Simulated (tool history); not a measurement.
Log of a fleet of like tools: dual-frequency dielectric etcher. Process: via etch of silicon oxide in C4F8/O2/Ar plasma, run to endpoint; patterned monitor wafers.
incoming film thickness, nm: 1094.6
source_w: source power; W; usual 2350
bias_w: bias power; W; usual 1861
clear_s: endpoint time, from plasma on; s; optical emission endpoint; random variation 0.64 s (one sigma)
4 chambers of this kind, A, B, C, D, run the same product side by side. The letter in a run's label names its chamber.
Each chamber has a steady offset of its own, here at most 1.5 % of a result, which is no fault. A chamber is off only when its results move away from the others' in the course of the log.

run,hour,source_w,bias_w,hours since the last wet clean,hours since the last source power generator calibration,hours since the last bias power generator calibration,clear_s
1D,4.4,2350,1861,156,329.1,63.2,205.3
2B,8.7,2350,1861,432.7,1692.1,1104.6,206.71
3C,12.5,2350,1861,594.7,502.9,2698.3,205.54
4A,16.7,2350,1861,67.2,165.8,1123.9,205.74
5C,20.5,2350,1861,602.7,510.9,2706.3,204.77
6A,26.8,2350,1861,77.3,175.9,1134,204.51
7B,34.1,2350,1861,458.1,1717.5,1130,205.67
8D,42.2,1810,1861,193.8,366.9,101,227.36
9B,49.6,1810,1861,473.6,1733,1145.5,229.2
10C,56,1810,1861,638.2,546.4,2741.8,227.78
11D,61.4,1810,1861,213,386.1,120.2,228.32
# hour 64.6: chamber B: wet clean of the chamber
12A,67.8,2350,1861,118.3,216.9,1175,204.74
13C,71.6,2350,1861,653.8,562,2757.4,206.62
14B,75.7,2350,1861,11.1,1759.1,1171.6,206.61
15A,80.7,2350,1861,131.2,229.8,1187.9,204.27
16D,88.7,2350,1861,240.3,413.4,147.5,207.34
17C,92.8,2350,1861,675,583.2,2778.6,206.62
18D,100.6,2350,1861,252.2,425.3,159.4,208.21
19B,107.8,2350,1861,43.2,1791.2,1203.7,205.69
# hour 112.9: chamber C: wet clean of the chamber
20A,115.2,2350,1861,165.7,264.3,1222.4,204.5
21A,123.2,2350,1861,173.7,272.3,1230.4,204.22
22C,129.3,2350,1861,16.4,619.7,2815.1,205.08
23D,137.6,2720,1861,289.2,462.3,196.4,198.91
24B,142,2720,1861,77.4,1825.4,1237.9,193.71
25D,145.8,2720,1861,297.4,470.5,204.6,199.65
26C,149.8,2720,1861,36.9,640.2,2835.6,194.2
27A,154.1,2350,1643,204.6,303.2,1261.3,211.32
28B,158,2350,1643,93.4,1841.4,1253.9,213.73
29A,164.5,2350,1643,215,313.6,1271.7,210.96
30C,168.5,2350,1643,55.6,658.9,2854.3,211.92
31D,175.1,2350,1861,326.7,499.8,233.9,213.23
32B,180.2,2890,2260,115.6,1863.6,1276.1,179.8

Next, every chamber runs the same settings. What will each give?
33A,186.2,2350,1861,,,,?
33B,186.2,2350,1861,,,,?
33C,186.2,2350,1861,,,,?
33D,186.2,2350,1861,,,,?

run,clear_s
33A,203.42
33B,206.1
33C,204.83
33D,214.4
